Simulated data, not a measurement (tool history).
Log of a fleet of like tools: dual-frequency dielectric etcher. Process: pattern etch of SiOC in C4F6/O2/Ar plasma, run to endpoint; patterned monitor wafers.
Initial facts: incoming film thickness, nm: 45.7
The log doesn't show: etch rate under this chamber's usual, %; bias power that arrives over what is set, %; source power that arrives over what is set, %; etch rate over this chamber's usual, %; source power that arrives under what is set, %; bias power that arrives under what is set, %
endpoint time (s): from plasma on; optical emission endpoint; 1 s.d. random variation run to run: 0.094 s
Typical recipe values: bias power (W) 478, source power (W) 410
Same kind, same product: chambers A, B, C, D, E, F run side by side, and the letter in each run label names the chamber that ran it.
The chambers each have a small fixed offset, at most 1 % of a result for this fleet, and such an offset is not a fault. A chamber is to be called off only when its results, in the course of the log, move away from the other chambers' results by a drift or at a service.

run	hour	bias power (W)	source power (W)	hours since the last wet clean	hours since the last bias power generator calibration	hours since the last source power generator calibration	endpoint time (s)
1B	7.4	478	410	127.5	1472.1	1071.9	15.407
# hour 12.4: chamber E: wet clean of the chamber
2D	15.1	478	410	116.6	1326.1	833.1	15.480
3E	24.5	478	410	12.1	411.6	1022.9	15.418
4F	31.6	478	410	37.7	763.1	956.6	15.721
5A	41.9	438	320	367.3	2147.9	2429.1	17.661
6C	50.4	438	320	202.5	4133.3	369.0	17.612
# hour 60.9: chamber C: bias power generator calibrated
7A	64.2	438	320	389.6	2170.2	2451.4	17.261
8D	76.1	438	320	177.6	1387.1	894.1	17.620
9F	87.4	438	320	93.5	818.9	1012.4	17.504
10E	98.2	438	320	85.8	485.3	1096.6	17.315
11C	109.4	478	410	261.5	48.5	428.0	15.580
12B	122.2	478	410	242.3	1586.9	1186.7	15.324
13A	129.5	478	410	454.9	2235.5	2516.7	15.550
14B	141.7	478	410	261.8	1606.4	1206.2	15.203
15F	148.8	478	410	154.9	880.3	1073.8	15.600
16C	157.1	566	460	309.2	96.2	475.7	13.819
17D	166.5	566	460	268.0	1477.5	984.5	13.892
18E	179.6	566	460	167.2	566.7	1178.0	13.915
19D	187.5	566	460	289.0	1498.5	1005.5	13.847
20E	194.1	566	460	181.7	581.2	1192.5	13.929
21B	204.4	566	460	324.5	1669.1	1268.9	13.807
# hour 216.8: chamber A: wet clean of the chamber
22A	217.7	478	410	1.0	2323.7	2604.9	15.508
23C	228.5	478	410	380.6	167.6	547.1	15.408
24F	238.7	478	410	244.8	970.2	1163.7	15.685
25A	246.5	478	410	29.8	2352.5	2633.7	15.468
26D	252.9	478	410	354.4	1563.9	1070.9	15.484
27E	264.9	478	410	252.5	652.0	1263.3	15.367
28C	273.8	478	410	425.9	212.9	592.4	15.491
29F	285.7	478	410	291.8	1017.2	1210.7	15.425
30B	291.9	478	410	412.0	1756.6	1356.4	15.437
31C	299.0	478	410	451.1	238.1	617.6	15.432
32B	307.5	478	410	427.6	1772.2	1372.0	15.358
# hour 312.8: chamber C: wet clean of the chamber
33A	319.6	478	410	102.9	2425.6	2706.8	15.588
34D	328.6	478	410	430.1	1639.6	1146.6	15.528
35E	340.7	478	410	328.3	727.8	1339.1	15.201
36F	352.5	478	410	358.6	1084.0	1277.5	15.684
37B	360.6	478	410	480.7	1825.3	1425.1	15.350
38C	371.8	478	410	59.0	310.9	690.4	15.629
39A	382.5	478	410	165.8	2488.5	2769.7	15.468
# hour 384.2: chamber D: wet clean of the chamber
40D	391.9	478	410	7.7	1702.9	1209.9	15.548
41E	399.2	478	410	386.8	786.3	1397.6	15.524
42F	412.7	478	410	418.8	1144.2	1337.7	15.846
43D	419.4	478	410	35.2	1730.4	1237.4	15.426
44A	427.0	478	410	210.3	2533.0	2814.2	15.495

For the next run the whole fleet of 6 chambers uses the same settings. Give each chamber's results:
45A	437.0	478	340				?
45B	437.0	478	340				?
45C	437.0	478	340				?
45D	437.0	478	340				?
45E	437.0	478	340				?
45F	437.0	478	340				?

run	endpoint time (s)
45A	16.756
45B	16.512
45C	16.780
45D	16.537
45E	16.512
45F	16.767
